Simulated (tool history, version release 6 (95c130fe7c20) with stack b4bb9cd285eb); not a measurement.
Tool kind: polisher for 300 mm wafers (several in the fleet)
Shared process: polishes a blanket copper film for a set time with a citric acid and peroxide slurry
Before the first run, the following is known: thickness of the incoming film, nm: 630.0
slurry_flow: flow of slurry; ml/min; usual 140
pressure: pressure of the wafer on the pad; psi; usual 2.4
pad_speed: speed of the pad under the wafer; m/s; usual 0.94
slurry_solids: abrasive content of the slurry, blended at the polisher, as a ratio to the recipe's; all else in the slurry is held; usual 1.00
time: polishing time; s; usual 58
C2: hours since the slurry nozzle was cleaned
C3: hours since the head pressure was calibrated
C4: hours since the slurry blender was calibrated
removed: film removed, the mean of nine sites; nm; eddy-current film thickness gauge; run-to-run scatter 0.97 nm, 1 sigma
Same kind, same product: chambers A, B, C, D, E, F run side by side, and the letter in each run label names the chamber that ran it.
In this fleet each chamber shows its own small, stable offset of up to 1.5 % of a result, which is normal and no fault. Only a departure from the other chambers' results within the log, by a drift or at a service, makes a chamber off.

At hour 1.6: chamber C: worn pad replaced by a new one.
Run 1F, hour 14.1: usual settings; wafers polished on this pad 329; C2 68.4; C3 712.8; C4 141.2. Result: removed 81.117 nm.
At hour 20.3: chamber D: worn pad replaced by a new one.
At hour 23.5: chamber E: worn pad replaced by a new one.
Run 2B, hour 23.5: usual settings; wafers polished on this pad 1410; C2 234.1; C3 152.0; C4 37.2. Result: removed 81.651 nm.
At hour 25.9: chamber B: slurry nozzle cleaned.
At hour 27.5: chamber B: worn pad replaced by a new one.
Run 3D, hour 32.1: usual settings; wafers polished on this pad 193; C2 439.7; C3 1398.9; C4 157.3. Result: removed 80.520 nm.
At hour 37.8: chamber C: head pressure recalibrated.
At hour 39.6: chamber D: slurry blender recalibrated.
Run 4C, hour 41.1: usual settings; wafers polished on this pad 644; C2 486.9; C3 3.4; C4 99.1. Result: removed 81.201 nm.
Run 5A, hour 48.5: usual settings; wafers polished on this pad 1280; C2 153.0; C3 762.5; C4 209.3. Result: removed 79.255 nm.
Run 6E, hour 59.2: usual settings; wafers polished on this pad 583; C2 566.7; C3 531.3; C4 81.9. Result: removed 84.563 nm.
At hour 65.2: chamber A: worn pad replaced by a new one.
At hour 72.8: chamber E: slurry blender recalibrated.
Run 7A, hour 72.9: usual settings; wafers polished on this pad 126; C2 177.4; C3 786.9; C4 233.7. Result: removed 82.018 nm.
At hour 81.1: chamber C: worn pad replaced by a new one.
Run 8F, hour 83.3: usual settings; wafers polished on this pad 1458; C2 137.6; C3 782.0; C4 210.4. Result: removed 81.005 nm.
At hour 88.4: chamber D: head pressure recalibrated.
At hour 97.8: chamber F: worn pad replaced by a new one.
Run 9E, hour 97.9: usual settings but pressure 2.1 psi, pad_speed 0.64 m/s; wafers polished on this pad 1214; C2 605.4; C3 570.0; C4 25.2. Result: removed 50.229 nm.
At hour 101.2: chamber D: worn pad replaced by a new one.
At hour 103.7: chamber E: worn pad replaced by a new one.
At hour 110.8: chamber B: worn pad replaced by a new one.
Run 10D, hour 111.4: usual settings but pressure 2.1 psi, pad_speed 0.64 m/s; wafers polished on this pad 167; C2 519.0; C3 23.1; C4 71.8. Result: removed 48.896 nm.
At hour 116.9: chamber A: head pressure recalibrated.
Run 11B, hour 117.9: usual settings but pressure 2.1 psi, pad_speed 0.64 m/s; wafers polished on this pad 116; C2 92.1; C3 246.4; C4 131.6. Result: removed 48.679 nm.
At hour 119.8: chamber A: slurry blender recalibrated.
Run 12C, hour 125.5: usual settings but pressure 2.1 psi, pad_speed 0.64 m/s; wafers polished on this pad 724; C2 571.3; C3 87.8; C4 183.5. Result: removed 50.593 nm.
Run 13B, hour 138.8: usual settings but pressure 2.1 psi, pad_speed 0.64 m/s; wafers polished on this pad 457; C2 113.0; C3 267.3; C4 152.5. Result: removed 50.031 nm.
At hour 144.3: chamber A: worn pad replaced by a new one.
Run 14D, hour 146.8: usual settings but pressure 2.1 psi, pad_speed 0.64 m/s; wafers polished on this pad 744; C2 554.4; C3 58.5; C4 107.2. Result: removed 49.073 nm.
Run 15C, hour 160.1: usual settings; wafers polished on this pad 1288; C2 605.9; C3 122.4; C4 218.1. Result: removed 79.880 nm.
At hour 164.8: chamber D: slurry blender recalibrated.
At hour 169.0: chamber E: slurry blender recalibrated.
Run 16E, hour 172.0: usual settings but slurry_flow 110 ml/min, slurry_solids 1.25; wafers polished on this pad 1114; C2 679.5; C3 644.1; C4 3.0. Result: removed 80.653 nm.
At hour 182.3: chamber C: worn pad replaced by a new one.
Run 17A, hour 186.3: usual settings but slurry_flow 110 ml/min, slurry_solids 1.25; wafers polished on this pad 685; C2 290.8; C3 69.5; C4 66.6. Result: removed 82.338 nm.
At hour 187.5: chamber E: worn pad replaced by a new one.
At hour 189.8: chamber B: worn pad replaced by a new one.
At hour 192.1: chamber F: worn pad replaced by a new one.
Run 18F, hour 197.7: usual settings but slurry_flow 110 ml/min, slurry_solids 1.25; wafers polished on this pad 92; C2 252.0; C3 896.4; C4 324.8. Result: removed 82.210 nm.
At hour 205.7: chamber D: worn pad replaced by a new one.
Run 19D, hour 211.1: usual settings but slurry_flow 110 ml/min, slurry_solids 1.25; wafers polished on this pad 88; C2 618.7; C3 122.8; C4 46.4. Result: removed 80.409 nm.
Run 20F, hour 218.6: usual settings but slurry_flow 110 ml/min, slurry_solids 1.25; wafers polished on this pad 433; C2 272.9; C3 917.3; C4 345.7. Result: removed 80.074 nm.
At hour 226.7: chamber F: head pressure recalibrated.
At hour 226.8: chamber B: slurry nozzle cleaned.
Run 21A, hour 230.3: usual settings but slurry_flow 110 ml/min, slurry_solids 1.25; wafers polished on this pad 1402; C2 334.8; C3 113.5; C4 110.6. Result: removed 80.015 nm.
At hour 233.2: chamber C: slurry nozzle cleaned.
At hour 242.8: chamber A: worn pad replaced by a new one.
Run 22B, hour 244.8: usual settings; wafers polished on this pad 897; C2 18.0; C3 373.3; C4 258.5. Result: removed 82.815 nm.
Run 23E, hour 256.8: usual settings; wafers polished on this pad 1131; C2 764.3; C3 728.9; C4 87.8. Result: removed 81.737 nm.
At hour 258.7: chamber B: slurry blender recalibrated.
Run 24C, hour 266.7: usual settings but pressure 2.9 psi; wafers polished on this pad 1376; C2 33.5; C3 229.0; C4 324.7. Result: removed 99.854 nm.
At hour 269.8: chamber C: worn pad replaced by a new one.
At hour 272.3: chamber B: worn pad replaced by a new one.
Run 25B, hour 275.2: usual settings but pressure 2.9 psi; wafers polished on this pad 47; C2 48.4; C3 403.7; C4 16.6. Result: removed 98.887 nm.
Run 26C, hour 282.0: usual settings but pressure 2.9 psi; wafers polished on this pad 198; C2 48.8; C3 244.3; C4 340.0. Result: removed 96.176 nm.
At hour 283.0: chamber F: worn pad replaced by a new one.
At hour 284.5: chamber E: worn pad replaced by a new one.
At hour 285.7: chamber E: slurry nozzle cleaned.
At hour 291.6: chamber E: slurry blender recalibrated.
Run 27A, hour 293.0: usual settings but pressure 2.9 psi; wafers polished on this pad 819; C2 397.5; C3 176.2; C4 173.3. Result: removed 98.169 nm.
At hour 302.3: chamber F: slurry blender recalibrated.
At hour 303.1: chamber D: worn pad replaced by a new one.
Run 28E, hour 307.7: usual settings but pressure 2.9 psi; wafers polished on this pad 379; C2 22.0; C3 779.8; C4 16.1. Result: removed 99.259 nm.
At hour 319.0: chamber C: head pressure recalibrated.
Run 29D, hour 319.4: usual settings but pressure 2.9 psi; wafers polished on this pad 266; C2 727.0; C3 231.1; C4 154.7. Result: removed 97.108 nm.
At hour 327.4: chamber D: slurry blender recalibrated.
At hour 331.8: chamber D: slurry nozzle cleaned.
Run 30F, hour 333.6: usual settings; wafers polished on this pad 826; C2 387.9; C3 106.9; C4 31.3. Result: removed 80.597 nm.
At hour 334.7: chamber A: worn pad replaced by a new one.
Run 31E, hour 346.3: usual settings; wafers polished on this pad 1008; C2 60.6; C3 818.4; C4 54.7. Result: removed 82.832 nm.
At hour 346.8: chamber B: head pressure recalibrated.
Run 32F, hour 353.5: usual settings; wafers polished on this pad 1150; C2 407.8; C3 126.8; C4 51.2. Result: removed 80.514 nm.
Run 33B, hour 363.1: usual settings; wafers polished on this pad 1480; C2 136.3; C3 16.4; C4 104.5. Result: removed 81.378 nm.
At hour 366.1: chamber C: slurry blender recalibrated.
At hour 367.6: chamber B: worn pad replaced by a new one.
At hour 371.4: chamber C: worn pad replaced by a new one.
Run 34A, hour 373.2: usual settings; wafers polished on this pad 629; C2 477.7; C3 256.4; C4 253.5. Result: removed 81.571 nm.
At hour 385.1: chamber F: worn pad replaced by a new one.
At hour 386.0: chamber E: worn pad replaced by a new one.
At hour 386.9: chamber D: worn pad replaced by a new one.
Run 35C, hour 388.1: usual settings but slurry_flow 100 ml/min, pad_speed 0.74 m/s; wafers polished on this pad 272; C2 154.9; C3 69.2; C4 22.1. Result: removed 60.433 nm.
Run 36D, hour 396.9: usual settings but slurry_flow 100 ml/min, pad_speed 0.74 m/s; wafers polished on this pad 164; C2 65.1; C3 308.6; C4 69.5. Result: removed 59.855 nm.
At hour 407.4: chamber E: slurry blender recalibrated.
Run 37F, hour 407.4: usual settings but slurry_flow 100 ml/min, pad_speed 0.74 m/s; wafers polished on this pad 364; C2 461.7; C3 180.7; C4 105.1. Result: removed 60.475 nm.
Run 38E, hour 419.2: usual settings but slurry_flow 100 ml/min, pad_speed 0.74 m/s; wafers polished on this pad 542; C2 133.5; C3 891.3; C4 11.8. Result: removed 61.722 nm.
Run 39C, hour 433.5: usual settings but slurry_flow 100 ml/min, pad_speed 0.74 m/s; wafers polished on this pad 1013; C2 200.3; C3 114.6; C4 67.5. Result: removed 61.731 nm.
Run 40B, hour 443.4: usual settings but slurry_flow 100 ml/min, pad_speed 0.74 m/s; wafers polished on this pad 1237; C2 216.6; C3 96.7; C4 184.8. Result: removed 60.073 nm.
Run 41D, hour 456.3: usual settings; wafers polished on this pad 1133; C2 124.5; C3 368.0; C4 128.9. Result: removed 79.921 nm.

Next, every chamber runs the same settings. What will each give?
Run 42A, hour 467.0: usual settings. Result: removed ?.
Run 42B, hour 467.0: usual settings. Result: removed ?.
Run 42C, hour 467.0: usual settings. Result: removed ?.
Run 42D, hour 467.0: usual settings. Result: removed ?.
Run 42E, hour 467.0: usual settings. Result: removed ?.
Run 42F, hour 467.0: usual settings. Result: removed ?.

run  removed
42A   80.821
42B   81.128
42C   82.076
42D   80.186
42E   82.089
42F   81.648

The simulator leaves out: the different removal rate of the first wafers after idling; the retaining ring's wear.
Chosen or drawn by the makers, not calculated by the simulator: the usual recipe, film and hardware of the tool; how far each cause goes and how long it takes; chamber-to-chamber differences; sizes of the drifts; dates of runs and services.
